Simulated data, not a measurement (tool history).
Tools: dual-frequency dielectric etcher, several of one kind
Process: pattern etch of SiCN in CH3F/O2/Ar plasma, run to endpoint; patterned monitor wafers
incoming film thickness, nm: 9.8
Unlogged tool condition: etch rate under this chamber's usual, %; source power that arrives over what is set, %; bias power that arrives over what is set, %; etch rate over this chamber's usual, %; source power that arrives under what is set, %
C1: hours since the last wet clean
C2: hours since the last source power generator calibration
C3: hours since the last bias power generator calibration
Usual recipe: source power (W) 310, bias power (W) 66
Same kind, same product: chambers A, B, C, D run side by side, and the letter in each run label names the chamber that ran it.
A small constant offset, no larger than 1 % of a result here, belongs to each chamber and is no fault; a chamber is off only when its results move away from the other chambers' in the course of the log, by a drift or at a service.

run 1D hour=6.2 | source_power_(W)=310 bias_power_(W)=66 | C1=126.7 C2=2094.1 C3=144.4 | endpoint_time_(s)=29.877
run 2C hour=11.2 | source_power_(W)=310 bias_power_(W)=66 | C1=348.8 C2=60.2 C3=960.3 | endpoint_time_(s)=30.008
run 3B hour=15.5 | source_power_(W)=310 bias_power_(W)=66 | C1=450.6 C2=1781.4 C3=1920.3 | endpoint_time_(s)=29.71
run 4A hour=22.3 | source_power_(W)=310 bias_power_(W)=66 | C1=439.7 C2=3794.3 C3=2005.8 | endpoint_time_(s)=30.099
run 5B hour=28.6 | source_power_(W)=280 bias_power_(W)=77 | C1=463.7 C2=1794.5 C3=1933.4 | endpoint_time_(s)=29.14
-- hour=30.6 chamber B: wet clean of the chamber
run 6D hour=34.7 | source_power_(W)=280 bias_power_(W)=77 | C1=155.2 C2=2122.6 C3=172.9 | endpoint_time_(s)=29.317
run 7A hour=39.4 | source_power_(W)=280 bias_power_(W)=77 | C1=456.8 C2=3811.4 C3=2022.9 | endpoint_time_(s)=29.229
-- hour=42.8 chamber A: wet clean of the chamber
run 8C hour=45.5 | source_power_(W)=280 bias_power_(W)=77 | C1=383.1 C2=94.5 C3=994.6 | endpoint_time_(s)=29.434
run 9B hour=50.8 | source_power_(W)=310 bias_power_(W)=66 | C1=20.2 C2=1816.7 C3=1955.6 | endpoint_time_(s)=29.153
-- hour=50.9 chamber C: wet clean of the chamber
run 10C hour=56.9 | source_power_(W)=310 bias_power_(W)=66 | C1=6.1 C2=105.9 C3=1006 | endpoint_time_(s)=29.786
run 11A hour=61.3 | source_power_(W)=310 bias_power_(W)=66 | C1=18.5 C2=3833.3 C3=2044.8 | endpoint_time_(s)=29.782
run 12D hour=66.5 | source_power_(W)=280 bias_power_(W)=74 | C1=187 C2=2154.4 C3=204.7 | endpoint_time_(s)=29.656
run 13C hour=70.6 | source_power_(W)=280 bias_power_(W)=74 | C1=19.8 C2=119.6 C3=1019.7 | endpoint_time_(s)=29.223
run 14B hour=74 | source_power_(W)=280 bias_power_(W)=74 | C1=43.4 C2=1839.9 C3=1978.8 | endpoint_time_(s)=29.031
run 15A hour=79.9 | source_power_(W)=280 bias_power_(W)=74 | C1=37.1 C2=3851.9 C3=2063.4 | endpoint_time_(s)=29.293
run 16D hour=86.6 | source_power_(W)=310 bias_power_(W)=66 | C1=207.1 C2=2174.5 C3=224.8 | endpoint_time_(s)=29.457
run 17A hour=92.6 | source_power_(W)=310 bias_power_(W)=66 | C1=49.8 C2=3864.6 C3=2076.1 | endpoint_time_(s)=29.627
run 18B hour=97.2 | source_power_(W)=310 bias_power_(W)=66 | C1=66.6 C2=1863.1 C3=2002 | endpoint_time_(s)=29.182
run 19D hour=103.2 | source_power_(W)=310 bias_power_(W)=66 | C1=223.7 C2=2191.1 C3=241.4 | endpoint_time_(s)=29.787
run 20C hour=107.6 | source_power_(W)=240 bias_power_(W)=78 | C1=56.8 C2=156.6 C3=1056.7 | endpoint_time_(s)=30.948
run 21D hour=111.7 | source_power_(W)=240 bias_power_(W)=78 | C1=232.2 C2=2199.6 C3=249.9 | endpoint_time_(s)=30.705
run 22A hour=118.9 | source_power_(W)=240 bias_power_(W)=78 | C1=76.1 C2=3890.9 C3=2102.4 | endpoint_time_(s)=30.434
run 23B hour=122.4 | source_power_(W)=240 bias_power_(W)=78 | C1=91.8 C2=1888.3 C3=2027.2 | endpoint_time_(s)=30.107
run 24C hour=126 | source_power_(W)=310 bias_power_(W)=61 | C1=75.2 C2=175 C3=1075.1 | endpoint_time_(s)=30.521
run 25D hour=131.5 | source_power_(W)=310 bias_power_(W)=61 | C1=252 C2=2219.4 C3=269.7 | endpoint_time_(s)=30.748
run 26B hour=135.9 | source_power_(W)=310 bias_power_(W)=61 | C1=105.3 C2=1901.8 C3=2040.7 | endpoint_time_(s)=30.267
run 27C hour=140.4 | source_power_(W)=310 bias_power_(W)=61 | C1=89.6 C2=189.4 C3=1089.5 | endpoint_time_(s)=30.584

One chamber off, gauge drift, or nothing amiss beyond the chambers' own small offsets? If it is a chamber, which one, and what is the likeliest cause?

Nothing is wrong: each chamber keeps only its own small, steady offset and the gauge holds still.
